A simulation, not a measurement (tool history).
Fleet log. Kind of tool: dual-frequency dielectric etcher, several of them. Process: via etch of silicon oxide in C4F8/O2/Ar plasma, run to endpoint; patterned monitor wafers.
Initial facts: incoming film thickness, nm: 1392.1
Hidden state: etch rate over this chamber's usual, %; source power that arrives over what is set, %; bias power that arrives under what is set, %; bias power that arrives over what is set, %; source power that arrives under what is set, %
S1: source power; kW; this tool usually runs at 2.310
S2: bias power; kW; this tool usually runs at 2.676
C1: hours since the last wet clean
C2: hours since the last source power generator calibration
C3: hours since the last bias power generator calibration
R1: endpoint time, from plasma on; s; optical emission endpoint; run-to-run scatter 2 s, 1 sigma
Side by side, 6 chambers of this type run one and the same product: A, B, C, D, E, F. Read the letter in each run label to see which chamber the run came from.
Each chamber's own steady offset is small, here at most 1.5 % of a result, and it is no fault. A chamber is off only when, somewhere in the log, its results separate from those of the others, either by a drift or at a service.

run   hour     S1     S2     C1      C2      C3      R1
 1A   14.6  2.310  2.676  274.1  1409.4   638.2  237.23
 2B   27.0  2.310  2.676  477.8   380.2  1136.2  239.10
 3E   38.3  2.310  2.676   60.9  1312.0  1946.1  235.23
      48.6  -- chamber D: wet clean of the chamber
 4C   50.9  2.310  2.676   79.7  1636.0  1255.1  236.36
 5D   65.3  2.710  3.328   16.7  2519.7   392.2  212.05
 6F   79.3  2.710  3.328  346.7  1165.2  2039.7  207.70
 7A   91.7  2.710  3.328  351.2  1486.5   715.3  209.02
 8F   98.4  2.710  3.328  365.8  1184.3  2058.8  208.40
 9C  107.9  2.710  3.328  136.7  1693.0  1312.1  204.78
10E  120.8  2.710  3.328  143.4  1394.5  2028.6  206.19
11B  132.9  2.790  2.293  583.7   486.1  1242.1  230.60
     135.5  -- chamber B: wet clean of the chamber
12D  146.8  2.790  2.293   98.2  2601.2   473.7  232.40
13D  160.4  2.790  2.293  111.8  2614.8   487.3  233.76
14B  169.5  2.790  2.293   34.1   522.7  1278.7  231.19
15F  184.7  2.790  2.293  452.1  1270.6  2145.1  233.19
16A  192.2  2.790  2.293  451.7  1587.0   815.8  229.15
17E  206.9  2.310  2.676  229.5  1480.6  2114.7  235.88
18C  219.2  2.310  2.676  248.0  1804.3  1423.4  236.70
19C  232.1  2.310  2.676  260.9  1817.2  1436.3  236.76
20A  240.8  2.310  2.676  500.3  1635.6   864.4  237.26
     251.5  -- chamber A: wet clean of the chamber
21D  253.8  2.310  2.676  205.2  2708.2   580.7  237.78
22E  262.5  2.310  2.676  285.1  1536.2  2170.3  239.45
23F  274.0  2.310  2.676  541.4  1359.9  2234.4  240.33
24B  280.7  2.310  2.676  145.3   633.9  1389.9  241.01
25F  290.7  2.310  2.306  558.1  1376.6  2251.1  248.12
26B  301.0  2.310  2.306  165.6   654.2  1410.2  247.75
27D  313.4  2.310  2.306  264.8  2767.8   640.3  250.17
28A  324.0  2.310  2.306   72.6  1718.8   947.6  248.40
     325.0  -- chamber C: wet clean of the chamber
29E  336.3  2.310  2.306  358.9  1610.0  2244.1  247.14
30C  344.1  2.310  2.306   19.1  1929.2  1548.3  251.02
     350.5  -- chamber F: wet clean of the chamber
31E  352.3  2.310  2.676  374.9  1626.0  2260.1  234.63
32D  366.1  2.090  2.676  317.5  2820.5   693.0  249.51
33C  378.5  2.090  2.676   53.5  1963.6  1582.7  250.35
     384.1  -- chamber D: wet clean of the chamber
34A  389.7  2.090  2.676  138.3  1784.5  1013.3  242.90
35B  400.5  2.090  2.676  265.1   753.7  1509.7  247.59
36F  412.2  2.090  2.676   61.8  1498.1  2372.6  246.17
37D  426.5  2.090  2.676   42.4  2880.9   753.4  249.68
38E  439.1  2.310  2.676  461.7  1712.8  2346.9  235.96
39C  450.4  2.310  2.676  125.4  2035.5  1654.6  237.40
40B  460.9  2.310  2.676  325.5   814.1  1570.1  237.98
41A  471.7  2.310  2.676  220.3  1866.5  1095.3  240.78

What goes on in this fleet: one chamber off, a drifting gauge, or nothing beyond the chambers' own small offsets? Name the chamber and the cause, if any.

No chamber stands off beyond its own small offset, and the gauge holds steady.

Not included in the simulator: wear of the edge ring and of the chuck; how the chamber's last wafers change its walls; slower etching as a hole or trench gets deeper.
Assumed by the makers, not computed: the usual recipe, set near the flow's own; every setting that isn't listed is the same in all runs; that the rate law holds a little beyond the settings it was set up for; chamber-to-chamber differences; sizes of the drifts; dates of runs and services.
